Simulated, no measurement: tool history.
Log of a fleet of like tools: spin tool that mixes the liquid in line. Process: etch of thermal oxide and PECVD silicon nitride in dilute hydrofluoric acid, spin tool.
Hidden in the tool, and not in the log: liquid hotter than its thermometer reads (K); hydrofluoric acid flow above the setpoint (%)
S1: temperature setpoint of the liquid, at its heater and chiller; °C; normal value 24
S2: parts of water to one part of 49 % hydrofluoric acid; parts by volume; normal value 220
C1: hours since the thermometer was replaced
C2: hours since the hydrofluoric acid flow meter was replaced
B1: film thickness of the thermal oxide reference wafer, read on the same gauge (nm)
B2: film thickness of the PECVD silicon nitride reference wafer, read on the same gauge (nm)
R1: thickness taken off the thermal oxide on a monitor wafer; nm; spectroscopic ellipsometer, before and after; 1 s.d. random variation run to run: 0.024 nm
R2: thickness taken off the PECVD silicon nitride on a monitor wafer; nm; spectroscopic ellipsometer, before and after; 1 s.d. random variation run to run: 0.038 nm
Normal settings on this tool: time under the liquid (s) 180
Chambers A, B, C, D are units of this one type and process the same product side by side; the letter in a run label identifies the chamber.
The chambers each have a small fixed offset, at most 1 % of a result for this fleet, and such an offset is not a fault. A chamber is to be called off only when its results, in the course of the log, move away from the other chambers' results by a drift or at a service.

Run 1A, day 0.108: usual settings; C1 1340.9; C2 948.3; B1 99.991; B2 39.972. Result: R1 3.4444 nm, R2 1.9238 nm.
Run 2C, day 0.229: usual settings; C1 63.7; C2 291.6; B1 100.02; B2 40.011. Result: R1 3.4656 nm, R2 1.866 nm.
Run 3B, day 0.388: usual settings; C1 810.3; C2 46.1; B1 100.01; B2 39.986. Result: R1 3.4754 nm, R2 1.898 nm.
Run 4D, day 0.521: usual settings; C1 486.4; C2 959; B1 100.02; B2 39.994. Result: R1 3.4641 nm, R2 1.9949 nm.
Run 5D, day 0.629: usual settings; C1 489; C2 961.6; B1 99.983; B2 40.018. Result: R1 3.5255 nm, R2 1.8367 nm.
Run 6A, day 0.762: usual settings; C1 1356.6; C2 964; B1 99.981; B2 40.012. Result: R1 3.4929 nm, R2 1.93 nm.
Run 7C, day 0.904: usual settings; C1 79.9; C2 307.8; B1 99.987; B2 40.014. Result: R1 3.4917 nm, R2 1.8643 nm.
Run 8B, day 1.05: usual settings; C1 826.2; C2 62; B1 100.03; B2 40.022. Result: R1 3.4551 nm, R2 1.8272 nm.
Run 9D, day 1.212: usual settings but S2 185 parts by volume; C1 503; C2 975.6; B1 100; B2 40.009. Result: R1 4.3295 nm, R2 2.2728 nm.
Run 10A, day 1.379: usual settings but S2 185 parts by volume; C1 1371.4; C2 978.8; B1 100; B2 39.986. Result: R1 4.3081 nm, R2 2.242 nm.
Run 11B, day 1.554: usual settings but S2 185 parts by volume; C1 838.3; C2 74.1; B1 99.971; B2 39.976. Result: R1 4.2856 nm, R2 2.2765 nm.
Run 12C, day 1.742: usual settings but S2 185 parts by volume; C1 100; C2 327.9; B1 99.993; B2 40.012. Result: R1 4.3304 nm, R2 2.2417 nm.
Run 13A, day 1.938: usual settings; C1 1384.8; C2 992.2; B1 99.988; B2 39.99. Result: R1 3.458 nm, R2 1.9885 nm.
Run 14D, day 2.083: usual settings but S2 125 parts by volume; C1 523.9; C2 996.5; B1 100.02; B2 39.997. Result: R1 6.9228 nm, R2 3.4019 nm.
Run 15B, day 2.204: usual settings but S2 125 parts by volume; C1 853.9; C2 89.7; B1 99.998; B2 39.974. Result: R1 6.993 nm, R2 3.2692 nm.
Run 16C, day 2.396: usual settings but S2 125 parts by volume; C1 115.7; C2 343.6; B1 99.981; B2 40.007. Result: R1 6.7939 nm, R2 3.3419 nm.
Run 17D, day 2.592: usual settings but S2 125 parts by volume; C1 536.1; C2 1008.7; B1 100; B2 40.012. Result: R1 7.0707 nm, R2 3.4833 nm.
Run 18B, day 2.821: usual settings; C1 868.7; C2 104.5; B1 100.01; B2 39.995. Result: R1 3.5119 nm, R2 1.8245 nm.
Run 19A, day 3.042: usual settings; C1 1411.3; C2 1018.7; B1 99.992; B2 39.993. Result: R1 3.4647 nm, R2 1.8466 nm.
Run 20C, day 3.271: usual settings; C1 136.7; C2 364.6; B1 99.999; B2 39.954. Result: R1 3.4706 nm, R2 1.8837 nm.
Run 21D, day 3.404: usual settings; C1 555.6; C2 1028.2; B1 99.987; B2 40.007. Result: R1 3.6339 nm, R2 1.974 nm.
Run 22C, day 3.554: usual settings; C1 143.5; C2 371.4; B1 100.02; B2 40.02. Result: R1 3.4763 nm, R2 1.9191 nm.
Run 23B, day 3.779: usual settings; C1 891.7; C2 127.5; B1 99.985; B2 40.013. Result: R1 3.4833 nm, R2 1.9019 nm.
Run 24A, day 4.021: usual settings; C1 1434.8; C2 1042.2; B1 99.985; B2 40.036. Result: R1 3.4583 nm, R2 1.8873 nm.
At day 4.179: chamber A: hydrofluoric acid flow meter replaced.
Run 25D, day 4.258: usual settings; C1 576.1; C2 1048.7; B1 99.973; B2 39.999. Result: R1 3.7249 nm, R2 1.9767 nm.
Run 26B, day 4.462: usual settings; C1 908.1; C2 143.9; B1 100.02; B2 40.005. Result: R1 3.5166 nm, R2 1.9181 nm.
Run 27C, day 4.654: usual settings; C1 169.9; C2 397.8; B1 100; B2 39.986. Result: R1 3.5059 nm, R2 1.902 nm.
Run 28A, day 4.808: usual settings; C1 1453.7; C2 15.1; B1 100; B2 39.995. Result: R1 3.4499 nm, R2 1.9188 nm.
Run 29B, day 4.996: usual settings; C1 920.9; C2 156.7; B1 99.978; B2 40.021. Result: R1 3.4635 nm, R2 1.9085 nm.
Run 30A, day 5.238: usual settings; C1 1464; C2 25.4; B1 99.968; B2 39.991. Result: R1 3.5157 nm, R2 1.8197 nm.
Run 31D, day 5.412: usual settings; C1 603.8; C2 1076.4; B1 99.985; B2 40.033. Result: R1 3.7821 nm, R2 2.0464 nm.

What goes on in this fleet: one chamber off, a drifting gauge, or nothing beyond the chambers' own small offsets? Name the chamber and the cause, if any.

One chamber, D, drifts off from the rest bit by bit.
Most likely cause: hydrofluoric acid flow above the setpoint (%) = 7.34.

Chamber D could run next with any of the 4 candidate recipes listed below; each alters the usual settings, and their results appear as question marks. Which one brings its results back in line with what the other chambers deliver on the usual settings?
A result is in line if it is within this distance of the other chambers' mean on the usual settings: R1 0.085 nm; R2 0.13 nm
Run 32D-1, day 5.588: usual settings but S1 23.5 °C, S2 210 parts by volume. Result: R1 ?, R2 ?.
Run 32D-2, day 5.588: usual settings but S2 230 parts by volume, time under the liquid (s) 175. Result: R1 ?, R2 ?.
Run 32D-3, day 5.588: usual settings but S2 210 parts by volume, time under the liquid (s) 185. Result: R1 ?, R2 ?.
Run 32D-4, day 5.588: usual settings but S1 24.5 °C, S2 230 parts by volume. Result: R1 ?, R2 ?.

Other chambers, usual settings, mean: R1 3.4833 nm; R2 1.8952 nm
  run      R1      R2
32D-1  3.9405  2.0493
32D-2  3.4893  1.8778
32D-3   4.126  2.1742
32D-4  3.6552   1.993
With 32D-2, the chamber falls back in line with the rest.
